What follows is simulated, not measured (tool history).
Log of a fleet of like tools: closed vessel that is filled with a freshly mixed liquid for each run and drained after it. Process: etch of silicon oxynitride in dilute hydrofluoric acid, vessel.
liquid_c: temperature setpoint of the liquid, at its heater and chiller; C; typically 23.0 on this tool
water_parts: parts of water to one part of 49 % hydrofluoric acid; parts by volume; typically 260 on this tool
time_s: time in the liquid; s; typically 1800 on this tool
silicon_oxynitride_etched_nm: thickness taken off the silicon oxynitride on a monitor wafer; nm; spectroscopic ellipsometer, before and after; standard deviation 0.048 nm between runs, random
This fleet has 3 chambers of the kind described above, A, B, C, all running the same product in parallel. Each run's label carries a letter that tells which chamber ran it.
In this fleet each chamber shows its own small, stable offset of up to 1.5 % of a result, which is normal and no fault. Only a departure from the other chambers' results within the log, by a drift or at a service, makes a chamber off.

run    day  liquid_c  water_parts  time_s  hours since the thermometer was replaced  hours since the hydrofluoric acid flow meter was replaced  read-back film thickness of the silicon oxynitride reference wafer, read on the same gauge (nm)  silicon_oxynitride_etched_nm
 1C  0.246      23.0          260    1800                                     658.3                                                     1318.8                                                                                           119.98                       14.8050
 2B  0.458      23.0          260    1800                                    1280.7                                                     1302.6                                                                                           120.02                       14.7990
 3A  0.708      23.0          260    1800                                     882.0                                                     1110.5                                                                                           119.98                       14.7180
 4A  0.917      23.0          260    1800                                     887.0                                                     1115.5                                                                                           120.00                       14.8040
 5B  1.158      23.0          260    1800                                    1297.5                                                     1319.4                                                                                           120.04                       14.8400
 6C  1.421      23.0          260    1800                                     686.5                                                     1347.0                                                                                           119.97                       14.7840
 7A  1.712      23.0          260    1800                                     906.1                                                     1134.6                                                                                           120.01                       14.7280
 8C  1.867      23.0          260    1800                                     697.2                                                     1357.7                                                                                           120.00                       14.8480
 9B  2.100      23.0          260    1800                                    1320.1                                                     1342.0                                                                                           119.99                       14.7490
10A  2.254      19.5          260    1295                                     919.1                                                     1147.6                                                                                           120.00                        9.0286
11B  2.512      19.5          260    1295                                    1330.0                                                     1351.9                                                                                           120.00                        9.0663
12C  2.667      19.5          260    1295                                     716.4                                                     1376.9                                                                                           120.00                        9.1057
13A  2.938      20.5          260    2130                                     935.5                                                     1164.0                                                                                           119.99                       15.6370
14C  3.171      20.5          260    2130                                     728.5                                                     1389.0                                                                                           120.00                       15.7520
15B  3.321      20.5          260    2130                                    1349.4                                                     1371.3                                                                                           119.98                       15.4260
16B  3.521      23.0          260    1800                                    1354.2                                                     1376.1                                                                                           119.99                       14.5280
17A  3.796      23.0          260    1800                                     956.1                                                     1184.6                                                                                           120.01                       14.6360
18C  4.079      23.0          260    1800                                     750.3                                                     1410.8                                                                                           120.03                       14.9010
19B  4.312      24.5          220    1800                                    1373.2                                                     1395.1                                                                                           120.04                       18.6140
20A  4.608      24.5          220    1800                                     975.6                                                     1204.1                                                                                           120.00                       19.1810
21C  4.821      24.5          220    1800                                     768.1                                                     1428.6                                                                                           119.98                       19.2620
22A  5.100      23.0          260    1800                                     987.4                                                     1215.9                                                                                           119.98                       14.7030

Next, every chamber runs the same settings. What will each give?
23A  5.312      23.0          260    2730                                                                                                                                                                                                                                   ?
23B  5.312      23.0          260    2730                                                                                                                                                                                                                                   ?
23C  5.312      23.0          260    2730                                                                                                                                                                                                                                   ?

run  silicon_oxynitride_etched_nm
23A                       22.3810
23B                       21.6080
23C                       22.4030

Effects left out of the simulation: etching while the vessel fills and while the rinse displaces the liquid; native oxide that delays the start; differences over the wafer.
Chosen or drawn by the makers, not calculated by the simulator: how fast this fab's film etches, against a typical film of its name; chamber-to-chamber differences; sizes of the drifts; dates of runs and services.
